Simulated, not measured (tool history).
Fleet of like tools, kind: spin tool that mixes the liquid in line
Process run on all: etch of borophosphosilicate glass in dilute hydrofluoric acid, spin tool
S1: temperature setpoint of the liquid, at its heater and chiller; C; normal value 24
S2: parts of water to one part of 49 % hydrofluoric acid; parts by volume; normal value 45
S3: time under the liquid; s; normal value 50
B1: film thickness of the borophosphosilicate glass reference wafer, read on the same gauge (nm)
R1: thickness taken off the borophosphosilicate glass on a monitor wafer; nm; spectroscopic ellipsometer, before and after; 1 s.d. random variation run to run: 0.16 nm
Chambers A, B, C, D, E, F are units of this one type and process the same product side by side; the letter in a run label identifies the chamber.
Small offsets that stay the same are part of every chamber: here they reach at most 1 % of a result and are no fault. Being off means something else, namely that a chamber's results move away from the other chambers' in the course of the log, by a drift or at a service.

{"run": "1E", "day": 0.275, "S1": 24, "S2": 45, "S3": 50, "B1": 39.961, "R1": 46.694}
{"run": "2A", "day": 0.512, "S1": 24, "S2": 45, "S3": 50, "B1": 40.011, "R1": 46.397}
{"run": "3D", "day": 0.788, "S1": 24, "S2": 45, "S3": 50, "B1": 39.952, "R1": 46.98}
{"run": "4B", "day": 0.992, "S1": 24, "S2": 45, "S3": 50, "B1": 39.968, "R1": 46.392}
{"run": "5C", "day": 1.146, "S1": 24, "S2": 45, "S3": 50, "B1": 40.003, "R1": 46.564}
{"run": "6F", "day": 1.408, "S1": 24, "S2": 45, "S3": 50, "B1": 40.021, "R1": 45.97}
{"run": "7D", "day": 1.638, "S1": 24, "S2": 45, "S3": 50, "B1": 39.993, "R1": 46.514}
{"run": "8A", "day": 1.912, "S1": 24, "S2": 45, "S3": 50, "B1": 40.028, "R1": 46.252}
{"run": "9E", "day": 2.046, "S1": 24, "S2": 45, "S3": 50, "B1": 39.981, "R1": 46.467}
{"run": "10C", "day": 2.233, "S1": 24, "S2": 45, "S3": 50, "B1": 39.93, "R1": 46.656}
{"run": "11B", "day": 2.388, "S1": 24, "S2": 45, "S3": 50, "B1": 40.019, "R1": 46.263}
{"run": "12F", "day": 2.671, "S1": 24, "S2": 45, "S3": 50, "B1": 40.025, "R1": 45.972}
{"day": 2.762, "done": "chamber A: hydrofluoric acid flow meter replaced"}
{"run": "13F", "day": 2.883, "S1": 24, "S2": 45, "S3": 50, "B1": 39.924, "R1": 45.936}
{"run": "14C", "day": 3.058, "S1": 24, "S2": 45, "S3": 50, "B1": 40.008, "R1": 46.52}
{"run": "15D", "day": 3.338, "S1": 21, "S2": 45, "S3": 50, "B1": 39.987, "R1": 41.277}
{"run": "16A", "day": 3.592, "S1": 21, "S2": 45, "S3": 50, "B1": 40.051, "R1": 40.611}
{"run": "17B", "day": 3.879, "S1": 21, "S2": 45, "S3": 50, "B1": 39.953, "R1": 41.227}
{"run": "18E", "day": 4.138, "S1": 21, "S2": 45, "S3": 50, "B1": 39.999, "R1": 41.325}
{"run": "19D", "day": 4.371, "S1": 21, "S2": 45, "S3": 50, "B1": 39.997, "R1": 41.614}
{"run": "20C", "day": 4.533, "S1": 21, "S2": 45, "S3": 50, "B1": 40.027, "R1": 41.357}
{"run": "21B", "day": 4.771, "S1": 24, "S2": 45, "S3": 50, "B1": 39.953, "R1": 46.273}
{"run": "22F", "day": 4.896, "S1": 24, "S2": 45, "S3": 50, "B1": 40.01, "R1": 46.053}
{"run": "23A", "day": 5.05, "S1": 24, "S2": 45, "S3": 50, "B1": 39.945, "R1": 45.945}
{"run": "24E", "day": 5.188, "S1": 24, "S2": 45, "S3": 50, "B1": 40.009, "R1": 46.873}
{"run": "25F", "day": 5.45, "S1": 24, "S2": 45, "S3": 50, "B1": 39.964, "R1": 45.79}
{"run": "26C", "day": 5.65, "S1": 24, "S2": 45, "S3": 50, "B1": 40.038, "R1": 46.607}
{"run": "27E", "day": 5.904, "S1": 24, "S2": 45, "S3": 50, "B1": 40.006, "R1": 46.685}
{"run": "28B", "day": 6.05, "S1": 24, "S2": 45, "S3": 50, "B1": 40.008, "R1": 46.576}
{"run": "29A", "day": 6.192, "S1": 24, "S2": 45, "S3": 50, "B1": 39.998, "R1": 46.127}
{"run": "30D", "day": 6.45, "S1": 24, "S2": 45, "S3": 50, "B1": 39.987, "R1": 46.762}
{"run": "31F", "day": 6.629, "S1": 24, "S2": 45, "S3": 50, "B1": 39.969, "R1": 46.372}
{"run": "32C", "day": 6.925, "S1": 24, "S2": 45, "S3": 50, "B1": 40.018, "R1": 46.444}
{"run": "33E", "day": 7.217, "S1": 24, "S2": 45, "S3": 50, "B1": 40.013, "R1": 46.566}
{"run": "34D", "day": 7.425, "S1": 24, "S2": 45, "S3": 50, "B1": 39.987, "R1": 47.134}
{"run": "35A", "day": 7.588, "S1": 24, "S2": 45, "S3": 60, "B1": 40.035, "R1": 55.436}
{"run": "36B", "day": 7.762, "S1": 24, "S2": 45, "S3": 60, "B1": 40.01, "R1": 55.762}
{"run": "37D", "day": 8.042, "S1": 24, "S2": 45, "S3": 60, "B1": 39.992, "R1": 56.219}
{"run": "38A", "day": 8.275, "S1": 24, "S2": 45, "S3": 60, "B1": 40.001, "R1": 55.444}
{"run": "39B", "day": 8.408, "S1": 24, "S2": 45, "S3": 60, "B1": 40.006, "R1": 55.808}
{"run": "40C", "day": 8.638, "S1": 24, "S2": 45, "S3": 60, "B1": 39.993, "R1": 55.869}
{"run": "41E", "day": 8.833, "S1": 24, "S2": 45, "S3": 50, "B1": 39.988, "R1": 46.604}
{"run": "42F", "day": 9.088, "S1": 24, "S2": 45, "S3": 50, "B1": 39.989, "R1": 46.07}
{"run": "43A", "day": 9.379, "S1": 24, "S2": 45, "S3": 50, "B1": 39.998, "R1": 46.268}
{"run": "44D", "day": 9.671, "S1": 24, "S2": 45, "S3": 50, "B1": 40.019, "R1": 46.542}

Is one chamber off against the others, does the gauge drift, or is nothing wrong? If a chamber is off, say which, and what the likeliest cause is.

Nothing is wrong: each chamber keeps only its own small, steady offset and the gauge holds still.
